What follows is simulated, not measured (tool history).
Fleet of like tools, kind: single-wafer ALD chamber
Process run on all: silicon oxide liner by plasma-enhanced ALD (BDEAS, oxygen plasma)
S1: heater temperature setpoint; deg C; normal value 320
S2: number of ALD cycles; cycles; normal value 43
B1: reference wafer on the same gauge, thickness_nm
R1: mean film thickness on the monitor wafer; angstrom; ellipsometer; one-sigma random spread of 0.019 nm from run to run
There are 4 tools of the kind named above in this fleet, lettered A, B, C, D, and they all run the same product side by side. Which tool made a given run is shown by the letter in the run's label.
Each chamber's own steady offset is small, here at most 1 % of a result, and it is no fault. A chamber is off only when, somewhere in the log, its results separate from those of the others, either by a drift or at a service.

run	day	S1	S2	B1	R1
1B	0.262	320	43	4.5286	38.569
2C	0.788	320	43	4.5293	38.635
3D	1.092	320	43	4.5308	39.334
4A	1.533	320	43	4.53	38.321
# day 1.821: chamber A: thermocouple changed; heater temperature recalibrated
5D	1.846	320	43	4.5355	38.935
6B	2.296	320	43	4.5227	38.469
# day 2.379: chamber D: thermocouple changed; heater temperature recalibrated
7A	2.729	333	47	4.5281	41.326
8C	3.3	333	47	4.5336	41.653
9D	3.571	333	47	4.5308	41.88
10A	4.175	333	47	4.5305	41.231
11C	4.75	320	43	4.527	38.714
12B	5.029	320	43	4.5347	38.525
13A	5.521	320	43	4.5284	38.839
14C	5.967	320	43	4.5291	39.202
# day 6.158: chamber B: thermocouple changed; heater temperature recalibrated
15B	6.388	320	43	4.5277	38.539
16D	6.808	320	43	4.5322	38.77
17A	7.221	320	43	4.5269	38.474
18D	7.612	320	43	4.5305	39.122
19C	7.875	320	35	4.5315	31.562
20B	8.433	320	35	4.5292	31.738
21B	8.833	320	35	4.5321	31.222
22A	9.15	320	35	4.5281	31.266
23C	9.683	320	43	4.531	38.891
24D	10.062	320	43	4.5271	39.148
25C	10.604	320	43	4.5342	39.018
26A	11.175	320	43	4.5321	38.63
27D	11.679	320	43	4.532	38.744
28B	12.112	312	43	4.5329	39.155
29B	12.617	312	43	4.5267	38.96
30A	12.921	312	43	4.535	39.486
31D	13.25	312	43	4.5312	39.379
32C	13.588	320	43	4.5303	38.867
33B	13.983	320	43	4.5297	38.763
34D	14.258	320	43	4.5336	38.946
35A	14.538	320	43	4.5326	38.569
36C	14.908	320	43	4.5326	38.633
37B	15.412	320	40	4.5274	36.219

For the next run the whole fleet of 4 chambers uses the same settings. Give each chamber's results:
38A	15.846	320	43		?
38B	15.846	320	43		?
38C	15.846	320	43		?
38D	15.846	320	43		?

run	R1
38A	38.393
38B	38.606
38C	38.234
38D	38.974
